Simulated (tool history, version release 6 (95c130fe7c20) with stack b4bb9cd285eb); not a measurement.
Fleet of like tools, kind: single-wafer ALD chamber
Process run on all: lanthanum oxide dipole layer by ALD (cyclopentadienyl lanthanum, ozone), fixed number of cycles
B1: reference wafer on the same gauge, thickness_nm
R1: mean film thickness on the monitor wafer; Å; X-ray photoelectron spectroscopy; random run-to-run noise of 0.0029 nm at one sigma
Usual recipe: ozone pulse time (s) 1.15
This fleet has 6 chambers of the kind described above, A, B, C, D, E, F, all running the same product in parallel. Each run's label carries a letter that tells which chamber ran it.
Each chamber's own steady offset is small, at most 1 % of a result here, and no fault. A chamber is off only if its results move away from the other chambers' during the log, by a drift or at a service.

run 1D hour=10.6 | ozone_pulse_time_(s)=1.15 | B1=0.42211 | R1=5.1748
run 2E hour=16.6 | ozone_pulse_time_(s)=1.15 | B1=0.42206 | R1=5.1853
run 3B hour=27.3 | ozone_pulse_time_(s)=1.15 | B1=0.42212 | R1=5.1987
run 4C hour=34.3 | ozone_pulse_time_(s)=1.15 | B1=0.42241 | R1=5.1774
run 5F hour=45.2 | ozone_pulse_time_(s)=0.76 | B1=0.42232 | R1=4.5181
run 6A hour=56 | ozone_pulse_time_(s)=0.76 | B1=0.42153 | R1=4.5447
run 7E hour=66.3 | ozone_pulse_time_(s)=0.76 | B1=0.42203 | R1=4.4386
run 8D hour=74 | ozone_pulse_time_(s)=0.76 | B1=0.42163 | R1=4.4962
run 9B hour=81.5 | ozone_pulse_time_(s)=0.76 | B1=0.42158 | R1=4.5645
run 10C hour=92.7 | ozone_pulse_time_(s)=0.76 | B1=0.42222 | R1=4.4645
run 11F hour=100.8 | ozone_pulse_time_(s)=1.15 | B1=0.42151 | R1=5.2043
run 12A hour=113.4 | ozone_pulse_time_(s)=1.15 | B1=0.42104 | R1=5.2087
-- hour=121.1 chamber E: ozone generator serviced
run 13F hour=124.5 | ozone_pulse_time_(s)=1.15 | B1=0.42182 | R1=5.0996
run 14C hour=131.7 | ozone_pulse_time_(s)=1.15 | B1=0.42255 | R1=5.1599
run 15B hour=144.8 | ozone_pulse_time_(s)=0.75 | B1=0.42195 | R1=4.5045
run 16A hour=156.8 | ozone_pulse_time_(s)=0.75 | B1=0.42218 | R1=4.5334
run 17E hour=166.4 | ozone_pulse_time_(s)=0.75 | B1=0.42169 | R1=4.4653
run 18D hour=172.9 | ozone_pulse_time_(s)=0.75 | B1=0.42187 | R1=4.5005
run 19D hour=179.6 | ozone_pulse_time_(s)=0.75 | B1=0.42203 | R1=4.454
run 20C hour=186.5 | ozone_pulse_time_(s)=0.75 | B1=0.42212 | R1=4.4591
run 21A hour=193.7 | ozone_pulse_time_(s)=1.15 | B1=0.42221 | R1=5.2011
run 22F hour=201.4 | ozone_pulse_time_(s)=1.15 | B1=0.42205 | R1=5.223
run 23E hour=207.4 | ozone_pulse_time_(s)=1.15 | B1=0.42179 | R1=5.1628
run 24B hour=220 | ozone_pulse_time_(s)=1.15 | B1=0.4216 | R1=5.2215
run 25B hour=233.1 | ozone_pulse_time_(s)=1.15 | B1=0.42199 | R1=5.2114
run 26A hour=239.3 | ozone_pulse_time_(s)=1.15 | B1=0.4217 | R1=5.2469
run 27D hour=248.1 | ozone_pulse_time_(s)=1.39 | B1=0.42185 | R1=5.3827
run 28F hour=259 | ozone_pulse_time_(s)=1.39 | B1=0.4218 | R1=5.4427
run 29E hour=264.9 | ozone_pulse_time_(s)=1.39 | B1=0.42206 | R1=5.3903
-- hour=272.6 chamber C: ozone generator serviced
run 30C hour=277.4 | ozone_pulse_time_(s)=1.39 | B1=0.42191 | R1=5.4
run 31C hour=285.3 | ozone_pulse_time_(s)=1.39 | B1=0.42141 | R1=5.3706
-- hour=291.3 chamber B: ozone generator serviced
run 32E hour=294.3 | ozone_pulse_time_(s)=1.39 | B1=0.42184 | R1=5.4447
run 33B hour=305.9 | ozone_pulse_time_(s)=0.71 | B1=0.42248 | R1=4.3725
run 34A hour=318.5 | ozone_pulse_time_(s)=0.71 | B1=0.42223 | R1=4.3942
run 35F hour=329.3 | ozone_pulse_time_(s)=0.71 | B1=0.4218 | R1=4.3988
run 36D hour=342.5 | ozone_pulse_time_(s)=0.71 | B1=0.42239 | R1=4.3647
run 37E hour=351.3 | ozone_pulse_time_(s)=0.71 | B1=0.42178 | R1=4.3611
run 38A hour=362.8 | ozone_pulse_time_(s)=0.71 | B1=0.42192 | R1=4.3681
run 39C hour=369.5 | ozone_pulse_time_(s)=1.15 | B1=0.4223 | R1=5.1646
run 40F hour=378.4 | ozone_pulse_time_(s)=1.15 | B1=0.4222 | R1=5.2139
run 41B hour=386.7 | ozone_pulse_time_(s)=1.15 | B1=0.42253 | R1=5.2576
run 42D hour=400 | ozone_pulse_time_(s)=1.47 | B1=0.42136 | R1=5.4526
run 43C hour=408.1 | ozone_pulse_time_(s)=1.47 | B1=0.42171 | R1=5.4481
run 44E hour=417.9 | ozone_pulse_time_(s)=1.47 | B1=0.42188 | R1=5.4506

For the next run the whole fleet of 6 chambers uses the same settings. Give each chamber's results:
run 45A hour=427.6 | ozone_pulse_time_(s)=0.93 | R1=?
run 45B hour=427.6 | ozone_pulse_time_(s)=0.93 | R1=?
run 45C hour=427.6 | ozone_pulse_time_(s)=0.93 | R1=?
run 45D hour=427.6 | ozone_pulse_time_(s)=0.93 | R1=?
run 45E hour=427.6 | ozone_pulse_time_(s)=0.93 | R1=?
run 45F hour=427.6 | ozone_pulse_time_(s)=0.93 | R1=?

run=45A R1=4.8607
run=45B R1=4.9206
run=45C R1=4.7978
run=45D R1=4.8586
run=45E R1=4.8524
run=45F R1=4.8901
